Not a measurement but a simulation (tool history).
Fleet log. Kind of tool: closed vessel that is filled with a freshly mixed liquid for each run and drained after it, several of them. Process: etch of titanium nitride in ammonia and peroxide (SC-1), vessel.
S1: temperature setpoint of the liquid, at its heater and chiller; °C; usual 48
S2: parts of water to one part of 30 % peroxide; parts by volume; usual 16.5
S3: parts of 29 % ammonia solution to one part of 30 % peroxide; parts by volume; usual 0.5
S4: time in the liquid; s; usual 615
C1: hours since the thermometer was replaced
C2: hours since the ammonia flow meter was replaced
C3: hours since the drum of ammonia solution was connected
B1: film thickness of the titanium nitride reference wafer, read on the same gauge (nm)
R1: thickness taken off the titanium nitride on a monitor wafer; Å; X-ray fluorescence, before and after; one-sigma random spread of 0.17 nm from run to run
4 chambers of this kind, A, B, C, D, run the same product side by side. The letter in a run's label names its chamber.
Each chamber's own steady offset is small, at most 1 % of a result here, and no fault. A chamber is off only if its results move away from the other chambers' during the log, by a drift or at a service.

run	hour	S1	S2	S3	S4	C1	C2	C3	B1	R1
1A	9.4	48	16.5	0.5	615	260.5	113.2	263	99.974	341.39
2C	14.3	48	16.5	0.5	615	2350.2	873.9	719.6	100.04	343.4
3D	23.2	48	16.5	0.5	615	1215.1	853.5	91.6	99.959	340.89
4B	32.6	48	16.5	0.5	615	247.9	522.5	247.1	99.965	341.31
5D	42.1	48	16.5	0.5	615	1234	872.4	110.5	100	342.79
6C	49.9	48	16.5	0.5	615	2385.8	909.5	755.2	99.984	341.62
7A	56	48	16.5	0.5	615	307.1	159.8	309.6	100.04	342.95
8B	60.8	48	16.5	0.5	615	276.1	550.7	275.3	100.01	337.97
# hour 63.2: chamber C: thermometer replaced
9B	69.4	48	16.5	0.5	615	284.7	559.3	283.9	100.03	338.86
10C	77.9	48	16.5	0.5	615	14.7	937.5	783.2	100.05	340.04
11D	85.2	48	16.5	0.5	615	1277.1	915.5	153.6	100.02	340.24
12A	95.9	48	16.5	0.5	615	347	199.7	349.5	100.01	343.02
13B	106	48	16.5	0.5	615	321.3	595.9	320.5	100.03	339.87
14C	115.5	48	16.5	0.5	615	52.3	975.1	820.8	100.02	342.95
15A	120.7	48	16.5	0.5	615	371.8	224.5	374.3	100.03	340.04
16D	126	48	16.5	0.5	615	1317.9	956.3	194.4	100.02	339.79
17B	130.9	48	16.5	0.5	615	346.2	620.8	345.4	99.957	338.12
# hour 136.3: chamber D: new drum of ammonia solution connected
18D	139.4	48	16.5	0.5	615	1331.3	969.7	3.2	99.99	335.67
19C	146.2	48	16.5	0.5	615	83	1005.8	851.5	99.964	340.27
20A	151.7	48	16.5	0.5	615	402.8	255.5	405.3	100.01	341.5
21C	158.4	48	16.5	0.5	615	95.2	1018	863.7	100.01	341.55
22B	168.7	48	16.5	0.5	615	384	658.6	383.2	100.03	338.44
23D	173.5	48	9	0.5	940	1365.4	1003.8	37.3	100.03	700.32
24A	180.4	48	9	0.5	940	431.5	284.2	434	99.989	724.45
25A	191.1	48	9	0.5	940	442.2	294.9	444.7	99.997	725.5
26B	198.9	48	9	0.5	940	414.2	688.8	413.4	100.02	719.49
# hour 206.1: chamber A: new drum of ammonia solution connected
27C	209	48	16.5	0.5	615	145.8	1068.6	914.3	99.988	340.71
28D	218.8	48	16.5	0.5	615	1410.7	1049.1	82.6	100.04	329.57
29B	228	48	16.5	0.5	615	443.3	717.9	442.5	99.998	338.51
30C	234.1	48	16.5	0.5	615	170.9	1093.7	939.4	99.961	343.19
31D	243.7	48	16.5	0.5	615	1435.6	1074	107.5	99.977	322.02
32A	249.1	48	16.5	0.5	615	500.2	352.9	43.1	99.996	345.06
33A	257.2	48	16.5	0.5	615	508.3	361	51.2	99.994	340.77

Has any chamber moved away from the others, gradually or after a service, or does the common gauge drift, or do the chambers differ only by their own small steady offsets? State the chamber and the most likely cause if one applies.

Little by little, chamber D moves away from the other chambers.
Likeliest cause: liquid colder than its thermometer reads (K) = 0.86.

Which of the 4 candidates below, each the usual settings with something changed and its results left as question marks, puts chamber D back in line with what the other chambers give on the usual settings?
Counts as in line when no further than this from what the other chambers average on the usual settings: R1 5.8 Å
34D-1	264.9	47.5	16.5	0.5	600					?
34D-2	264.9	48	13.5	0.5	615					?
34D-3	264.9	48.5	16.5	0.5	630					?
34D-4	264.9	47	16.5	0.5	590					?

Other chambers, usual settings, mean: R1 340.97 Å
run	R1
34D-1	303.46
34D-2	359.23
34D-3	342.05
34D-4	287.96
It is 34D-3 that realigns the chamber with its peers.
